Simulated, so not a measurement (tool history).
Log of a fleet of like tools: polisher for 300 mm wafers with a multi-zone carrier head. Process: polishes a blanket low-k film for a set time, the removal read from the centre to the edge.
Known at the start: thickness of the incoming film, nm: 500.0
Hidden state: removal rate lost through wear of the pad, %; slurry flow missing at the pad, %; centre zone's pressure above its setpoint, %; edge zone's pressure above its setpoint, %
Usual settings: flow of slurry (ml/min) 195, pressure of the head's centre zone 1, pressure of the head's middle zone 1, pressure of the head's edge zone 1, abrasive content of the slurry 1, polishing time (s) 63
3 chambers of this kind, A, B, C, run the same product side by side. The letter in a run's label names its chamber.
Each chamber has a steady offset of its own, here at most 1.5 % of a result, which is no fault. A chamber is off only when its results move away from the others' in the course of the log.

run,hour,flow of slurry (ml/min),pressure of the head's centre zone,pressure of the head's middle zone,pressure of the head's edge zone,abrasive content of the slurry,polishing time (s),wafers polished on this pad,hours since the slurry nozzle was cleaned,hours since the centre zone pressure was calibrated,hours since the edge zone pressure was calibrated,film removed at the wafer's centre (angstrom),film removed at mid-radius (angstrom),film removed at the wafer's edge (angstrom)
# hour 4.8: chamber C: edge zone pressure recalibrated
1C,9,195,1,1,1,1,63,139,197.7,249.8,4.3,430.23,433.23,425.58
# hour 10.2: chamber A: edge zone pressure recalibrated
2B,20.2,195,1,1,1,1,63,835,442.9,78.7,165.1,427.39,421.5,430.73
3A,28.1,195,1,1,1,1,63,366,191.9,500.8,18,436.31,432.6,424.39
4A,33.7,195,1,1,1,1,63,397,197.5,506.4,23.6,432.83,437.64,435.09
# hour 42.2: chamber B: worn pad replaced by a new one
5B,43.4,195,1,1,1,1,63,7,466.1,101.9,188.3,436.61,431.28,423.81
6C,51.2,195,1,1,1,1,63,374,239.9,292,46.5,435.17,427.33,421.39
7C,57.7,195,1,1,1,1,63,410,246.4,298.5,53,427.4,433.3,417.94
8A,69.7,195,1,1,1,1,63,597,233.5,542.4,59.6,432.24,431.28,422.23
9B,80.8,195,1,1,1,1,63,215,503.5,139.3,225.7,434.89,439.22,430.52
10C,90.7,195,1,1,1,1,63,593,279.4,331.5,86,432.81,435.72,418.53
11A,97,195,1,1,1.09,1,63,748,260.8,569.7,86.9,422.72,430.89,445.05
12B,107.2,195,1,1,1.09,1,63,361,529.9,165.7,252.1,428.62,430.68,450.8
13C,117.9,195,1,1,1.09,1,63,744,306.6,358.7,113.2,433.01,438.73,450.05
14A,123.5,195,1,1,1,1,63,896,287.3,596.2,113.4,437.38,443.17,438.14
# hour 124.9: chamber C: worn pad replaced by a new one
15B,129.9,195,1,1,1,1,63,487,552.6,188.4,274.8,439.58,442.51,419.47
16B,135.4,195,0.93,1,1,1,63,518,558.1,193.9,280.3,399.24,427.47,426.42
17A,141.1,195,0.93,1,1,1,63,994,304.9,613.8,131,403.83,442.08,437.74
18C,151.4,195,0.93,1,1,1,63,147,340.1,392.2,146.7,404.07,435.74,430.63
19B,161.5,195,1,1,1,1,63,663,584.2,220,306.4,426.82,440.83,435.46
# hour 162.6: chamber A: centre zone pressure recalibrated
20A,169.4,195,1,1,0.95,0.8,63,1151,333.2,6.9,159.3,387.35,376.93,375.75
21C,175,195,1,1,0.95,0.8,63,278,363.7,415.8,170.3,391.71,402.76,373.24
22B,183.6,195,1,1,0.95,0.8,63,786,606.3,242.1,328.5,387.16,382.74,369.37
23A,189.2,195,1,1,1,1,63,1261,353,26.7,179.1,438.2,429.7,434.72
# hour 192.5: chamber C: centre zone pressure recalibrated
24C,201.5,195,1,1,1,1,63,426,390.2,9.1,196.8,438.97,432.32,417.24
25B,207.3,195,1,1,1,1,63,918,630,265.8,352.2,430.18,429.47,435.4
26C,215.6,195,1,1,1,1,63,504,404.3,23.2,210.9,429.5,435.47,419.96

What goes on in this fleet: one chamber off, a drifting gauge, or nothing beyond the chambers' own small offsets? Name the chamber and the cause, if any.

No chamber stands off beyond its own small offset, and the gauge holds steady.
